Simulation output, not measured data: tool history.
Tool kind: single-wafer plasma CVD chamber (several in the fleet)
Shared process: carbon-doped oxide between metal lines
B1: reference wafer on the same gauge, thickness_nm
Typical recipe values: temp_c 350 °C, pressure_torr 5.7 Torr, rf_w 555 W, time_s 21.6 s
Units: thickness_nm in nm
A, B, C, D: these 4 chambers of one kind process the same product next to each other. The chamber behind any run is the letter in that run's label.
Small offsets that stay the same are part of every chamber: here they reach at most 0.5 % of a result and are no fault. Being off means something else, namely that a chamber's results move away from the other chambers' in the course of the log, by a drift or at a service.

Run 1B, day 0.146: usual settings; B1 111.06. Result: thickness_nm 120.76 nm.
Run 2A, day 0.262: usual settings; B1 111.07. Result: thickness_nm 122.47 nm.
Run 3D, day 0.425: usual settings; B1 111.04. Result: thickness_nm 119.97 nm.
Run 4C, day 0.588: usual settings; B1 110.95. Result: thickness_nm 120.66 nm.
Run 5A, day 0.754: usual settings; B1 110.97. Result: thickness_nm 121.42 nm.
At day 0.825: chamber A: thermocouple changed; heater temperature recalibrated.
Run 6D, day 0.858: usual settings; B1 110.88. Result: thickness_nm 119.69 nm.
Run 7C, day 0.942: usual settings; B1 111.03. Result: thickness_nm 120.96 nm.
Run 8B, day 1.083: usual settings; B1 111.08. Result: thickness_nm 121 nm.
Run 9C, day 1.267: usual settings; B1 110.9. Result: thickness_nm 121.02 nm.
Run 10D, day 1.35: usual settings; B1 111.1. Result: thickness_nm 120.43 nm.
Run 11A, day 1.508: usual settings; B1 110.99. Result: thickness_nm 120.76 nm.
Run 12B, day 1.621: usual settings but temp_c 340 °C, rf_w 490 W; B1 110.99. Result: thickness_nm 114.3 nm.
Run 13A, day 1.725: usual settings but temp_c 340 °C, rf_w 490 W; B1 111. Result: thickness_nm 115.67 nm.
Run 14B, day 1.838: usual settings but temp_c 340 °C, rf_w 490 W; B1 110.88. Result: thickness_nm 115.38 nm.
Run 15D, day 1.975: usual settings but temp_c 340 °C, rf_w 490 W; B1 110.92. Result: thickness_nm 112.98 nm.
Run 16C, day 2.067: usual settings; B1 111.02. Result: thickness_nm 122.21 nm.
Run 17A, day 2.254: usual settings; B1 111.05. Result: thickness_nm 120.88 nm.
At day 2.279: chamber D: thermocouple changed; heater temperature recalibrated.
Run 18D, day 2.417: usual settings; B1 110.97. Result: thickness_nm 118.2 nm.
Run 19C, day 2.558: usual settings; B1 111.06. Result: thickness_nm 120.99 nm.
Run 20B, day 2.733: usual settings; B1 111. Result: thickness_nm 119.8 nm.
Run 21B, day 2.879: usual settings; B1 111. Result: thickness_nm 121.11 nm.
Run 22C, day 2.979: usual settings; B1 111.02. Result: thickness_nm 120.97 nm.
Run 23A, day 3.104: usual settings but temp_c 337 °C, time_s 20.2 s; B1 110.84. Result: thickness_nm 117.79 nm.
Run 24D, day 3.246: usual settings but temp_c 337 °C, time_s 20.2 s; B1 110.98. Result: thickness_nm 115.93 nm.
Run 25B, day 3.367: usual settings but temp_c 337 °C, time_s 20.2 s; B1 111.09. Result: thickness_nm 118.2 nm.
Run 26C, day 3.479: usual settings but temp_c 337 °C, time_s 20.2 s; B1 111.08. Result: thickness_nm 117.69 nm.
Run 27D, day 3.6: usual settings; B1 111.05. Result: thickness_nm 117.5 nm.
Run 28A, day 3.738: usual settings; B1 110.92. Result: thickness_nm 121.5 nm.
Run 29A, day 3.921: usual settings; B1 111.03. Result: thickness_nm 121.7 nm.
Run 30B, day 4.029: usual settings but temp_c 359 °C; B1 111.15. Result: thickness_nm 117.7 nm.
Run 31C, day 4.142: usual settings but temp_c 359 °C; B1 111. Result: thickness_nm 117.76 nm.
Run 32D, day 4.317: usual settings but temp_c 359 °C; B1 111.09. Result: thickness_nm 113.88 nm.
Run 33B, day 4.458: usual settings but temp_c 359 °C; B1 110.99. Result: thickness_nm 118.59 nm.
Run 34C, day 4.604: usual settings but rf_w 590 W, time_s 23.7 s; B1 111. Result: thickness_nm 137.61 nm.
Run 35A, day 4.721: usual settings but rf_w 590 W, time_s 23.7 s; B1 110.99. Result: thickness_nm 138.02 nm.
Run 36D, day 4.825: usual settings but rf_w 590 W, time_s 23.7 s; B1 111.01. Result: thickness_nm 132.33 nm.

All chambers now run identical settings, listed one chamber a line with results as question marks. What results will each chamber show?
Run 37A, day 4.958: usual settings but temp_c 360 °C. Result: thickness_nm ?.
Run 37B, day 4.958: usual settings but temp_c 360 °C. Result: thickness_nm ?.
Run 37C, day 4.958: usual settings but temp_c 360 °C. Result: thickness_nm ?.
Run 37D, day 4.958: usual settings but temp_c 360 °C. Result: thickness_nm ?.

run  thickness_nm
37A        116.79
37B        116.11
37C        117.45
37D        112.58

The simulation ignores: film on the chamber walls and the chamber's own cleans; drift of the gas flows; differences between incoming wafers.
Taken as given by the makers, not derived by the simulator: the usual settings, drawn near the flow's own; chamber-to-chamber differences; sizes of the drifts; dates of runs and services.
